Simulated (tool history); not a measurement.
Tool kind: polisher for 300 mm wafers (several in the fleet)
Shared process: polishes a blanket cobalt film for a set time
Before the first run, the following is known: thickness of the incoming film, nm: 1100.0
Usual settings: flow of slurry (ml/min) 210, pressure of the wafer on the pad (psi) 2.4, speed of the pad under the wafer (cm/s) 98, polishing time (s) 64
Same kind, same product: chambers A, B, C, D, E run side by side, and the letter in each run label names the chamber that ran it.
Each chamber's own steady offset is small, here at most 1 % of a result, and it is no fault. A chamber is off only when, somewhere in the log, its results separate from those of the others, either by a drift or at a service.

| run | hour | flow of slurry (ml/min) | pressure of the wafer on the pad (psi) | speed of the pad under the wafer (cm/s) | polishing time (s) | wafers polished on this pad | hours since the slurry nozzle was cleaned | hours since the head pressure was calibrated | film removed (angstrom) |
|---|---|---|---|---|---|---|---|---|---|
|  | 1.8 | chamber C: worn pad replaced by a new one |
|  | 3.3 | chamber D: head pressure recalibrated |
| 1D | 4.5 | 210 | 2.4 | 98 | 64 | 1341 | 64.0 | 1.3 | 3542.1 |
|  | 5.6 | chamber B: head pressure recalibrated |
| 2B | 8.7 | 210 | 2.4 | 98 | 64 | 428 | 12.0 | 3.2 | 3530.0 |
| 3E | 17.2 | 210 | 2.4 | 98 | 64 | 453 | 57.5 | 300.1 | 3567.0 |
| 4A | 24.7 | 210 | 2.4 | 98 | 64 | 1013 | 128.7 | 250.1 | 3520.9 |
| 5C | 30.2 | 210 | 2.4 | 98 | 64 | 224 | 640.2 | 510.3 | 3484.7 |
| 6C | 37.1 | 210 | 2.4 | 98 | 64 | 279 | 647.1 | 517.2 | 3584.7 |
|  | 38.0 | chamber D: worn pad replaced by a new one |
|  | 39.0 | chamber A: worn pad replaced by a new one |
| 7B | 44.7 | 210 | 2.4 | 98 | 64 | 712 | 48.0 | 39.2 | 3506.1 |
| 8E | 51.1 | 210 | 2.4 | 98 | 64 | 720 | 91.4 | 334.0 | 3503.3 |
| 9D | 55.0 | 210 | 2.4 | 98 | 64 | 134 | 114.5 | 51.8 | 3374.5 |
| 10A | 59.6 | 210 | 2.4 | 98 | 64 | 162 | 163.6 | 285.0 | 3473.3 |
| 11D | 64.2 | 210 | 2.4 | 98 | 64 | 207 | 123.7 | 61.0 | 3432.9 |
| 12B | 70.9 | 210 | 2.0 | 98 | 64 | 919 | 74.2 | 65.4 | 2811.7 |
| 13E | 78.0 | 210 | 2.0 | 98 | 64 | 933 | 118.3 | 360.9 | 2943.6 |
|  | 81.1 | chamber C: worn pad replaced by a new one |
| 14C | 82.2 | 210 | 2.0 | 98 | 64 | 9 | 692.2 | 562.3 | 2907.4 |
| 15A | 86.0 | 210 | 2.0 | 98 | 64 | 371 | 190.0 | 311.4 | 2929.9 |
| 16D | 92.2 | 210 | 2.0 | 98 | 64 | 428 | 151.7 | 89.0 | 2884.4 |
| 17A | 98.4 | 135 | 2.8 | 98 | 64 | 468 | 202.4 | 323.8 | 3793.7 |
| 18B | 106.6 | 135 | 2.8 | 98 | 64 | 1201 | 109.9 | 101.1 | 3536.3 |
| 19C | 114.5 | 135 | 2.8 | 98 | 64 | 264 | 724.5 | 594.6 | 3904.3 |
|  | 116.1 | chamber C: slurry nozzle cleaned |
|  | 116.5 | chamber E: worn pad replaced by a new one |
| 20E | 121.3 | 135 | 2.8 | 98 | 64 | 38 | 161.6 | 404.2 | 3853.4 |
| 21B | 127.2 | 135 | 2.8 | 98 | 64 | 1364 | 130.5 | 121.7 | 3581.6 |
| 22C | 131.3 | 210 | 1.7 | 98 | 80 | 397 | 15.3 | 611.4 | 3120.3 |
| 23D | 135.5 | 210 | 1.7 | 98 | 80 | 770 | 195.0 | 132.3 | 3078.0 |
| 24E | 142.5 | 210 | 1.7 | 98 | 80 | 205 | 182.8 | 425.4 | 3190.9 |
| 25A | 149.1 | 210 | 1.7 | 98 | 80 | 869 | 253.1 | 374.5 | 3148.6 |
| 26B | 156.7 | 210 | 1.7 | 98 | 80 | 1596 | 160.0 | 151.2 | 2853.5 |
|  | 161.4 | chamber C: worn pad replaced by a new one |
| 27C | 161.4 | 210 | 2.4 | 98 | 64 | 0 | 45.4 | 641.5 | 3522.6 |
| 28D | 166.5 | 210 | 2.4 | 98 | 64 | 1015 | 226.0 | 163.3 | 3452.4 |
| 29E | 173.2 | 210 | 2.4 | 98 | 64 | 447 | 213.5 | 456.1 | 3540.9 |
|  | 174.8 | chamber A: worn pad replaced by a new one |
| 30A | 180.2 | 210 | 2.4 | 98 | 64 | 43 | 284.2 | 405.6 | 3488.0 |

The same settings go to every chamber for the next run, one line per chamber below. Forecast the results for each:
| 31A | 186.3 | 210 | 2.4 | 98 | 64 |  |  |  | ? |
| 31B | 186.3 | 210 | 2.4 | 98 | 64 |  |  |  | ? |
| 31C | 186.3 | 210 | 2.4 | 98 | 64 |  |  |  | ? |
| 31D | 186.3 | 210 | 2.4 | 98 | 64 |  |  |  | ? |
| 31E | 186.3 | 210 | 2.4 | 98 | 64 |  |  |  | ? |

| run | film removed (angstrom) |
|---|---|
| 31A | 3486.4 |
| 31B | 3161.2 |
| 31C | 3504.5 |
| 31D | 3432.9 |
| 31E | 3508.7 |
